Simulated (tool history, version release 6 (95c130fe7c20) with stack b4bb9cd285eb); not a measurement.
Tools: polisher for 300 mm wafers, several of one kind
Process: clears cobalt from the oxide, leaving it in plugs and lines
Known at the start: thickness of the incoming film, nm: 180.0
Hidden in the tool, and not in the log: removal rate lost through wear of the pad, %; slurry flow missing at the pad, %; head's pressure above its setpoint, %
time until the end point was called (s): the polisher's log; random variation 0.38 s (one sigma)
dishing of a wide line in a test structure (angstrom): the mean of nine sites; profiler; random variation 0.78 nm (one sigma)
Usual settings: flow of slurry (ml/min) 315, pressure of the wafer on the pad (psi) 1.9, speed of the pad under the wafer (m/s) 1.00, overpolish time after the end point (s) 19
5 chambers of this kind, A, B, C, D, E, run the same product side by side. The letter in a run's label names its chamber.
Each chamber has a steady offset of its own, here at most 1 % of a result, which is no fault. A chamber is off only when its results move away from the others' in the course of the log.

| run | hour | flow of slurry (ml/min) | pressure of the wafer on the pad (psi) | speed of the pad under the wafer (m/s) | overpolish time after the end point (s) | wafers polished on this pad | hours since the slurry nozzle was cleaned | hours since the head pressure was calibrated | time until the end point was called (s) | dishing of a wide line in a test structure (angstrom) |
|---|---|---|---|---|---|---|---|---|---|---|
| 1C | 7.5 | 315 | 1.9 | 1.00 | 19 | 393 | 916.6 | 704.1 | 36.781 | 491.54 |
|  | 10.5 | chamber C: slurry nozzle cleaned |
| 2A | 12.3 | 315 | 1.9 | 1.00 | 19 | 170 | 758.6 | 199.1 | 36.691 | 498.40 |
| 3D | 17.0 | 315 | 1.9 | 1.00 | 19 | 1452 | 212.8 | 1539.4 | 35.683 | 501.51 |
|  | 20.5 | chamber D: head pressure recalibrated |
|  | 22.3 | chamber D: worn pad replaced by a new one |
| 4B | 25.4 | 315 | 1.9 | 1.00 | 19 | 944 | 299.2 | 181.3 | 36.556 | 501.68 |
|  | 26.3 | chamber C: worn pad replaced by a new one |
| 5E | 30.9 | 315 | 1.9 | 1.00 | 19 | 670 | 678.9 | 53.4 | 35.876 | 494.54 |
|  | 32.9 | chamber B: worn pad replaced by a new one |
| 6A | 35.4 | 315 | 1.9 | 1.00 | 19 | 461 | 781.7 | 222.2 | 37.278 | 501.24 |
|  | 35.9 | chamber B: slurry nozzle cleaned |
| 7C | 43.7 | 315 | 1.9 | 1.00 | 19 | 219 | 33.2 | 740.3 | 36.236 | 501.99 |
| 8B | 49.4 | 315 | 1.9 | 1.00 | 19 | 207 | 13.5 | 205.3 | 35.890 | 495.43 |
|  | 53.3 | chamber A: slurry nozzle cleaned |
| 9D | 53.7 | 315 | 1.9 | 1.00 | 19 | 395 | 249.5 | 33.3 | 36.869 | 511.76 |
| 10E | 61.3 | 315 | 1.9 | 1.00 | 19 | 1053 | 709.3 | 83.8 | 36.367 | 497.90 |
| 11D | 70.1 | 315 | 1.9 | 1.00 | 19 | 601 | 265.9 | 49.7 | 36.169 | 496.28 |
|  | 76.9 | chamber E: worn pad replaced by a new one |
| 12B | 77.1 | 315 | 1.9 | 1.00 | 19 | 556 | 41.2 | 233.0 | 36.381 | 493.75 |
|  | 77.8 | chamber A: worn pad replaced by a new one |
|  | 79.3 | chamber C: worn pad replaced by a new one |
| 13E | 84.2 | 315 | 1.9 | 1.00 | 19 | 92 | 732.2 | 106.7 | 36.647 | 499.55 |
|  | 88.8 | chamber E: slurry nozzle cleaned |
| 14A | 92.0 | 315 | 1.9 | 1.00 | 19 | 179 | 38.7 | 278.8 | 36.965 | 500.08 |
| 15C | 99.4 | 315 | 1.9 | 1.00 | 19 | 254 | 88.9 | 796.0 | 36.156 | 507.28 |
| 16B | 105.0 | 315 | 1.9 | 1.00 | 19 | 907 | 69.1 | 260.9 | 35.563 | 502.61 |
| 17A | 113.6 | 275 | 1.9 | 1.00 | 19 | 450 | 60.3 | 300.4 | 37.183 | 494.52 |
| 18E | 119.1 | 275 | 1.9 | 1.00 | 19 | 531 | 30.3 | 141.6 | 37.211 | 506.61 |
| 19D | 124.8 | 275 | 1.9 | 1.00 | 19 | 1289 | 320.6 | 104.4 | 36.677 | 496.32 |
|  | 126.0 | chamber D: worn pad replaced by a new one |
|  | 131.5 | chamber B: worn pad replaced by a new one |
| 20C | 132.9 | 275 | 1.9 | 1.00 | 19 | 675 | 122.4 | 829.5 | 36.258 | 488.58 |
|  | 134.2 | chamber C: worn pad replaced by a new one |
| 21B | 140.7 | 275 | 1.9 | 1.00 | 19 | 115 | 104.8 | 296.6 | 36.420 | 483.23 |
| 22A | 147.0 | 315 | 1.9 | 0.66 | 9 | 870 | 93.7 | 333.8 | 55.143 | 244.48 |
| 23D | 151.3 | 315 | 1.9 | 0.66 | 9 | 318 | 347.1 | 130.9 | 54.790 | 234.79 |
| 24E | 159.3 | 315 | 1.9 | 0.66 | 9 | 1036 | 70.5 | 181.8 | 55.639 | 234.30 |
|  | 163.8 | chamber E: worn pad replaced by a new one |
| 25C | 167.3 | 315 | 1.9 | 0.66 | 9 | 417 | 156.8 | 863.9 | 55.074 | 235.39 |
| 26A | 174.7 | 315 | 1.9 | 0.66 | 9 | 1219 | 121.4 | 361.5 | 56.020 | 229.04 |
|  | 179.4 | chamber A: worn pad replaced by a new one |
| 27E | 182.5 | 315 | 1.9 | 1.00 | 19 | 236 | 93.7 | 205.0 | 36.005 | 516.39 |
| 28B | 191.0 | 315 | 1.9 | 1.00 | 19 | 748 | 155.1 | 346.9 | 36.638 | 497.60 |
|  | 192.4 | chamber C: head pressure recalibrated |
|  | 195.2 | chamber C: worn pad replaced by a new one |
| 29C | 197.6 | 315 | 1.9 | 1.00 | 19 | 30 | 187.1 | 5.3 | 35.882 | 497.60 |
| 30D | 205.2 | 315 | 1.9 | 1.26 | 19 | 996 | 401.0 | 184.8 | 28.651 | 536.30 |
| 31A | 213.6 | 315 | 1.9 | 1.26 | 19 | 430 | 160.3 | 400.4 | 29.742 | 535.55 |

All 5 chambers run these settings next. Forecast each chamber's results:
| 32A | 220.3 | 315 | 1.9 | 0.70 | 19 |  |  |  | ? | ? |
| 32B | 220.3 | 315 | 1.9 | 0.70 | 19 |  |  |  | ? | ? |
| 32C | 220.3 | 315 | 1.9 | 0.70 | 19 |  |  |  | ? | ? |
| 32D | 220.3 | 315 | 1.9 | 0.70 | 19 |  |  |  | ? | ? |
| 32E | 220.3 | 315 | 1.9 | 0.70 | 19 |  |  |  | ? | ? |

| run | time until the end point was called (s) | dishing of a wide line in a test structure (angstrom) |
|---|---|---|
| 32A | 51.987 | 422.93 |
| 32B | 52.987 | 410.68 |
| 32C | 51.427 | 408.95 |
| 32D | 51.639 | 410.24 |
| 32E | 52.621 | 429.18 |

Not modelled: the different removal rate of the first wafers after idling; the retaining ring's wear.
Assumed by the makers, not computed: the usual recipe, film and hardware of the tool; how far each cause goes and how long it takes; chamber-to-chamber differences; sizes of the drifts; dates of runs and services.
